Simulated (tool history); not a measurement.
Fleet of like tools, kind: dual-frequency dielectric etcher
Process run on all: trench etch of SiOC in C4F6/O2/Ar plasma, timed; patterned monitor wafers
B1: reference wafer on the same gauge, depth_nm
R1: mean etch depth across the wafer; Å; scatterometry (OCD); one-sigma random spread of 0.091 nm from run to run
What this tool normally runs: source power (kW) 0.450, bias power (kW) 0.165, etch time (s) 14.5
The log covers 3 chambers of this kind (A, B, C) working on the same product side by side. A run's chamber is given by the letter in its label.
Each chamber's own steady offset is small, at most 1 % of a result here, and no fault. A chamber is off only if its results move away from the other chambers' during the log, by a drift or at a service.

{"run": "1C", "day": 0.208, "source power (kW)": 0.45, "bias power (kW)": 0.165, "etch time (s)": 14.5, "B1": 24.699, "R1": 304.89}
{"run": "2B", "day": 0.6, "source power (kW)": 0.45, "bias power (kW)": 0.165, "etch time (s)": 14.5, "B1": 24.693, "R1": 307.43}
{"run": "3A", "day": 0.946, "source power (kW)": 0.45, "bias power (kW)": 0.165, "etch time (s)": 14.5, "B1": 24.692, "R1": 307.49}
{"run": "4C", "day": 1.183, "source power (kW)": 0.45, "bias power (kW)": 0.165, "etch time (s)": 14.5, "B1": 24.706, "R1": 304.98}
{"run": "5B", "day": 1.496, "source power (kW)": 0.45, "bias power (kW)": 0.165, "etch time (s)": 14.5, "B1": 24.681, "R1": 304.9}
{"run": "6A", "day": 1.771, "source power (kW)": 0.45, "bias power (kW)": 0.165, "etch time (s)": 14.5, "B1": 24.692, "R1": 306.75}
{"run": "7B", "day": 2.192, "source power (kW)": 0.45, "bias power (kW)": 0.165, "etch time (s)": 14.5, "B1": 24.689, "R1": 303.48}
{"run": "8A", "day": 2.542, "source power (kW)": 0.45, "bias power (kW)": 0.135, "etch time (s)": 14.5, "B1": 24.681, "R1": 288.84}
{"run": "9C", "day": 2.804, "source power (kW)": 0.45, "bias power (kW)": 0.135, "etch time (s)": 14.5, "B1": 24.708, "R1": 285.56}
{"run": "10A", "day": 3.004, "source power (kW)": 0.45, "bias power (kW)": 0.135, "etch time (s)": 14.5, "B1": 24.714, "R1": 288.42}
{"run": "11C", "day": 3.283, "source power (kW)": 0.45, "bias power (kW)": 0.165, "etch time (s)": 16.0, "B1": 24.687, "R1": 336.39}
{"run": "12B", "day": 3.517, "source power (kW)": 0.45, "bias power (kW)": 0.165, "etch time (s)": 16.0, "B1": 24.702, "R1": 338.1}
{"run": "13B", "day": 3.888, "source power (kW)": 0.45, "bias power (kW)": 0.165, "etch time (s)": 16.0, "B1": 24.703, "R1": 336.16}
{"run": "14A", "day": 4.133, "source power (kW)": 0.45, "bias power (kW)": 0.165, "etch time (s)": 14.5, "B1": 24.705, "R1": 307.0}
{"run": "15C", "day": 4.392, "source power (kW)": 0.45, "bias power (kW)": 0.165, "etch time (s)": 14.5, "B1": 24.705, "R1": 305.51}
{"run": "16B", "day": 4.729, "source power (kW)": 0.45, "bias power (kW)": 0.165, "etch time (s)": 14.5, "B1": 24.718, "R1": 307.65}
{"run": "17A", "day": 4.95, "source power (kW)": 0.55, "bias power (kW)": 0.201, "etch time (s)": 14.5, "B1": 24.73, "R1": 351.31}
{"run": "18C", "day": 5.325, "source power (kW)": 0.55, "bias power (kW)": 0.201, "etch time (s)": 14.5, "B1": 24.711, "R1": 351.83}
{"run": "19C", "day": 5.633, "source power (kW)": 0.55, "bias power (kW)": 0.201, "etch time (s)": 14.5, "B1": 24.704, "R1": 351.74}
{"run": "20A", "day": 6.033, "source power (kW)": 0.45, "bias power (kW)": 0.182, "etch time (s)": 18.0, "B1": 24.72, "R1": 392.59}
{"day": 6.038, "done": "chamber B: bias power generator calibrated"}
{"run": "21B", "day": 6.417, "source power (kW)": 0.45, "bias power (kW)": 0.182, "etch time (s)": 18.0, "B1": 24.708, "R1": 390.49}
{"run": "22B", "day": 6.804, "source power (kW)": 0.45, "bias power (kW)": 0.182, "etch time (s)": 18.0, "B1": 24.724, "R1": 391.31}
{"day": 6.817, "done": "chamber A: wet clean of the chamber"}
{"run": "23A", "day": 6.996, "source power (kW)": 0.45, "bias power (kW)": 0.165, "etch time (s)": 14.5, "B1": 24.688, "R1": 298.77}
{"run": "24C", "day": 7.275, "source power (kW)": 0.45, "bias power (kW)": 0.165, "etch time (s)": 14.5, "B1": 24.707, "R1": 305.76}
{"run": "25B", "day": 7.558, "source power (kW)": 0.45, "bias power (kW)": 0.165, "etch time (s)": 14.5, "B1": 24.698, "R1": 305.07}
{"run": "26C", "day": 7.983, "source power (kW)": 0.45, "bias power (kW)": 0.165, "etch time (s)": 14.5, "B1": 24.688, "R1": 307.15}
{"run": "27A", "day": 8.371, "source power (kW)": 0.45, "bias power (kW)": 0.165, "etch time (s)": 14.5, "B1": 24.706, "R1": 298.0}
{"run": "28B", "day": 8.625, "source power (kW)": 0.45, "bias power (kW)": 0.165, "etch time (s)": 14.5, "B1": 24.699, "R1": 303.21}
{"run": "29C", "day": 9.042, "source power (kW)": 0.45, "bias power (kW)": 0.165, "etch time (s)": 14.5, "B1": 24.679, "R1": 305.82}
{"run": "30A", "day": 9.288, "source power (kW)": 0.45, "bias power (kW)": 0.165, "etch time (s)": 14.5, "B1": 24.709, "R1": 297.33}
{"run": "31A", "day": 9.571, "source power (kW)": 0.45, "bias power (kW)": 0.165, "etch time (s)": 14.5, "B1": 24.711, "R1": 296.59}
{"run": "32C", "day": 9.933, "source power (kW)": 0.45, "bias power (kW)": 0.165, "etch time (s)": 14.5, "B1": 24.691, "R1": 306.68}
{"run": "33B", "day": 10.225, "source power (kW)": 0.45, "bias power (kW)": 0.189, "etch time (s)": 16.0, "B1": 24.698, "R1": 350.67}
{"run": "34B", "day": 10.417, "source power (kW)": 0.45, "bias power (kW)": 0.189, "etch time (s)": 16.0, "B1": 24.682, "R1": 352.16}
{"run": "35C", "day": 10.762, "source power (kW)": 0.45, "bias power (kW)": 0.189, "etch time (s)": 16.0, "B1": 24.706, "R1": 353.47}
{"run": "36A", "day": 11.142, "source power (kW)": 0.45, "bias power (kW)": 0.165, "etch time (s)": 14.5, "B1": 24.7, "R1": 298.64}
{"run": "37A", "day": 11.362, "source power (kW)": 0.45, "bias power (kW)": 0.165, "etch time (s)": 14.5, "B1": 24.704, "R1": 297.77}
{"run": "38B", "day": 11.662, "source power (kW)": 0.45, "bias power (kW)": 0.165, "etch time (s)": 14.5, "B1": 24.707, "R1": 304.73}
{"run": "39C", "day": 11.921, "source power (kW)": 0.45, "bias power (kW)": 0.165, "etch time (s)": 17.5, "B1": 24.703, "R1": 367.81}
{"run": "40B", "day": 12.254, "source power (kW)": 0.45, "bias power (kW)": 0.165, "etch time (s)": 17.5, "B1": 24.688, "R1": 366.96}

Has any chamber moved away from the others, gradually or after a service, or does the common gauge drift, or do the chambers differ only by their own small steady offsets? State the chamber and the most likely cause if one applies.

A service left chamber A off against the others.
Likeliest cause: etch rate under this chamber's usual, % = 2.69.

Chamber A could run next with any of the 4 candidate recipes listed below; each alters the usual settings, and their results appear as question marks. Which one brings its results back in line with what the other chambers deliver on the usual settings?
In-line tolerance around the mean of the other chambers on the usual settings: R1 3.20 Å
{"run": "41A-1", "day": 12.567, "source power (kW)": 0.43, "bias power (kW)": 0.16, "etch time (s)": 14.5, "R1": "?"}
{"run": "41A-2", "day": 12.567, "source power (kW)": 0.48, "bias power (kW)": 0.165, "etch time (s)": 14.5, "R1": "?"}
{"run": "41A-3", "day": 12.567, "source power (kW)": 0.45, "bias power (kW)": 0.161, "etch time (s)": 14.5, "R1": "?"}
{"run": "41A-4", "day": 12.567, "source power (kW)": 0.45, "bias power (kW)": 0.169, "etch time (s)": 14.5, "R1": "?"}

Usual-settings mean across the other chambers: R1 305.66 Å
run=41A-1 R1=289.81
run=41A-2 R1=305.52
run=41A-3 R1=295.62
run=41A-4 R1=300.02
41A-2 puts the chamber back in line with the other chambers.
